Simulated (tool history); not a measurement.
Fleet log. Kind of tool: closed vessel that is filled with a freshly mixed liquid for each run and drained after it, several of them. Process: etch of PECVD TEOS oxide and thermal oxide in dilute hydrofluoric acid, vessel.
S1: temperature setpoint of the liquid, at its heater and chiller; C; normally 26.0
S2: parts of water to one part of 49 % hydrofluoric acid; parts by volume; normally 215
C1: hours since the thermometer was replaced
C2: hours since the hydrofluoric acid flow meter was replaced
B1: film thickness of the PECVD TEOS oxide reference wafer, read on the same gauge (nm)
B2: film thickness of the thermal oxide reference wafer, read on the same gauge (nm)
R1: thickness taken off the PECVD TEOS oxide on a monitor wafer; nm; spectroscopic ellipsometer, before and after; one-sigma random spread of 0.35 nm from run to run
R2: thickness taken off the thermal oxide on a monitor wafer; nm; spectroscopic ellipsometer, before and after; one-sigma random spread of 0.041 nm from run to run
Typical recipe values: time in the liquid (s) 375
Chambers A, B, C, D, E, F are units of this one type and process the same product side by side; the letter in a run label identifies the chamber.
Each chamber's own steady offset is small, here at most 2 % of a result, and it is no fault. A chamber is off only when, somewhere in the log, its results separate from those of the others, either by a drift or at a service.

Run 1F, hour 10.2: usual settings; C1 592.5; C2 717.3; B1 99.999; B2 90.046. Result: R1 43.725 nm, R2 7.4698 nm.
Run 2D, hour 19.6: usual settings; C1 287.6; C2 814.3; B1 99.989; B2 90.003. Result: R1 43.204 nm, R2 7.3118 nm.
Run 3B, hour 31.6: usual settings; C1 1764.5; C2 31.9; B1 100.000; B2 90.029. Result: R1 43.041 nm, R2 7.4558 nm.
Run 4C, hour 39.1: usual settings; C1 1407.7; C2 666.4; B1 99.973; B2 90.054. Result: R1 43.306 nm, R2 7.4339 nm.
Run 5A, hour 45.0: usual settings; C1 1760.8; C2 1836.5; B1 99.994; B2 89.989. Result: R1 42.902 nm, R2 7.4606 nm.
Run 6E, hour 53.0: usual settings; C1 101.9; C2 202.9; B1 99.992; B2 89.996. Result: R1 43.226 nm, R2 7.4217 nm.
Run 7B, hour 60.4: usual settings but S2 290 parts by volume, time in the liquid (s) 505; C1 1793.3; C2 60.7; B1 99.981; B2 89.951. Result: R1 39.835 nm, R2 6.8407 nm.
Run 8D, hour 69.6: usual settings but S2 290 parts by volume, time in the liquid (s) 505; C1 337.6; C2 864.3; B1 100.020; B2 89.998. Result: R1 39.888 nm, R2 6.7736 nm.
Run 9E, hour 80.5: usual settings but S2 290 parts by volume, time in the liquid (s) 505; C1 129.4; C2 230.4; B1 100.010; B2 90.012. Result: R1 40.273 nm, R2 6.8199 nm.
Run 10C, hour 87.4: usual settings but S2 290 parts by volume, time in the liquid (s) 505; C1 1456.0; C2 714.7; B1 100.010; B2 90.034. Result: R1 39.788 nm, R2 6.8089 nm.
Run 11A, hour 94.8: usual settings but S2 290 parts by volume, time in the liquid (s) 505; C1 1810.6; C2 1886.3; B1 100.010; B2 89.961. Result: R1 39.454 nm, R2 6.9201 nm.
Run 12F, hour 105.9: usual settings but S2 290 parts by volume, time in the liquid (s) 505; C1 688.2; C2 813.0; B1 99.977; B2 90.046. Result: R1 40.442 nm, R2 6.8557 nm.
Run 13D, hour 115.5: usual settings; C1 383.5; C2 910.2; B1 100.020; B2 89.988. Result: R1 43.724 nm, R2 7.3778 nm.
Run 14C, hour 125.1: usual settings; C1 1493.7; C2 752.4; B1 100.010; B2 89.980. Result: R1 43.917 nm, R2 7.3818 nm.
Run 15F, hour 138.3: usual settings; C1 720.6; C2 845.4; B1 99.995; B2 89.998. Result: R1 43.848 nm, R2 7.4682 nm.
Run 16E, hour 145.5: usual settings; C1 194.4; C2 295.4; B1 99.992; B2 89.987. Result: R1 43.207 nm, R2 7.4418 nm.
Run 17B, hour 158.3: usual settings; C1 1891.2; C2 158.6; B1 100.000; B2 90.006. Result: R1 44.083 nm, R2 7.4551 nm.
Run 18A, hour 170.3: usual settings; C1 1886.1; C2 1961.8; B1 99.995; B2 89.994. Result: R1 43.587 nm, R2 7.4591 nm.
Run 19A, hour 176.1: usual settings but S1 28.0 C, S2 295 parts by volume; C1 1891.9; C2 1967.6; B1 100.010; B2 90.042. Result: R1 30.391 nm, R2 5.3064 nm.
Run 20C, hour 182.6: usual settings but S1 28.0 C, S2 295 parts by volume; C1 1551.2; C2 809.9; B1 99.993; B2 90.041. Result: R1 31.859 nm, R2 5.2491 nm.
Run 21B, hour 190.8: usual settings but S1 28.0 C, S2 295 parts by volume; C1 1923.7; C2 191.1; B1 99.999; B2 90.029. Result: R1 30.931 nm, R2 5.2578 nm.
Run 22F, hour 203.2: usual settings but S1 28.0 C, S2 295 parts by volume; C1 785.5; C2 910.3; B1 100.010; B2 90.016. Result: R1 31.287 nm, R2 5.3509 nm.
Run 23E, hour 209.3: usual settings but S1 28.0 C, S2 295 parts by volume; C1 258.2; C2 359.2; B1 99.976; B2 89.990. Result: R1 31.381 nm, R2 5.3584 nm.
Run 24D, hour 217.6: usual settings but S1 28.0 C, S2 295 parts by volume; C1 485.6; C2 1012.3; B1 100.020; B2 89.984. Result: R1 30.998 nm, R2 5.3003 nm.
Run 25A, hour 228.8: usual settings; C1 1944.6; C2 2020.3; B1 100.020; B2 90.010. Result: R1 43.151 nm, R2 7.4364 nm.
Run 26B, hour 238.2: usual settings; C1 1971.1; C2 238.5; B1 99.961; B2 89.986. Result: R1 44.362 nm, R2 7.4821 nm.
Run 27D, hour 246.7: usual settings; C1 514.7; C2 1041.4; B1 100.000; B2 89.990. Result: R1 43.419 nm, R2 7.3507 nm.
Run 28C, hour 254.9: usual settings; C1 1623.5; C2 882.2; B1 99.991; B2 89.984. Result: R1 42.965 nm, R2 7.3635 nm.
Run 29E, hour 261.4: usual settings but S1 24.5 C, time in the liquid (s) 555; C1 310.3; C2 411.3; B1 99.990; B2 90.046. Result: R1 60.948 nm, R2 10.5280 nm.
Run 30F, hour 272.6: usual settings but S1 24.5 C, time in the liquid (s) 555; C1 854.9; C2 979.7; B1 100.000; B2 90.000. Result: R1 62.047 nm, R2 10.4320 nm.
Run 31B, hour 279.7: usual settings but S1 24.5 C, time in the liquid (s) 555; C1 2012.6; C2 280.0; B1 99.980; B2 90.012. Result: R1 61.624 nm, R2 10.3660 nm.
Run 32D, hour 291.1: usual settings but S1 24.5 C, time in the liquid (s) 555; C1 559.1; C2 1085.8; B1 99.986; B2 89.998. Result: R1 61.302 nm, R2 10.3000 nm.
Run 33E, hour 303.7: usual settings but S1 24.5 C, time in the liquid (s) 555; C1 352.6; C2 453.6; B1 99.989; B2 89.987. Result: R1 60.404 nm, R2 10.4180 nm.
Run 34A, hour 309.5: usual settings but S1 24.5 C, time in the liquid (s) 555; C1 2025.3; C2 2101.0; B1 100.010; B2 89.959. Result: R1 59.994 nm, R2 10.5100 nm.
Run 35F, hour 316.1: usual settings; C1 898.4; C2 1023.2; B1 100.010; B2 89.987. Result: R1 43.290 nm, R2 7.4869 nm.
Run 36C, hour 325.0: usual settings; C1 1693.6; C2 952.3; B1 99.975; B2 89.978. Result: R1 44.069 nm, R2 7.3653 nm.

Next, every chamber runs the same settings. What will each give?
Run 37A, hour 334.6: usual settings but S2 120 parts by volume. Result: R1 ?, R2 ?.
Run 37B, hour 334.6: usual settings but S2 120 parts by volume. Result: R1 ?, R2 ?.
Run 37C, hour 334.6: usual settings but S2 120 parts by volume. Result: R1 ?, R2 ?.
Run 37D, hour 334.6: usual settings but S2 120 parts by volume. Result: R1 ?, R2 ?.
Run 37E, hour 334.6: usual settings but S2 120 parts by volume. Result: R1 ?, R2 ?.
Run 37F, hour 334.6: usual settings but S2 120 parts by volume. Result: R1 ?, R2 ?.

run      R1       R2
37A  86.040  14.8840
37B  88.245  15.0090
37C  88.329  14.8950
37D  88.526  14.9410
37E  87.686  14.9430
37F  88.131  14.9360

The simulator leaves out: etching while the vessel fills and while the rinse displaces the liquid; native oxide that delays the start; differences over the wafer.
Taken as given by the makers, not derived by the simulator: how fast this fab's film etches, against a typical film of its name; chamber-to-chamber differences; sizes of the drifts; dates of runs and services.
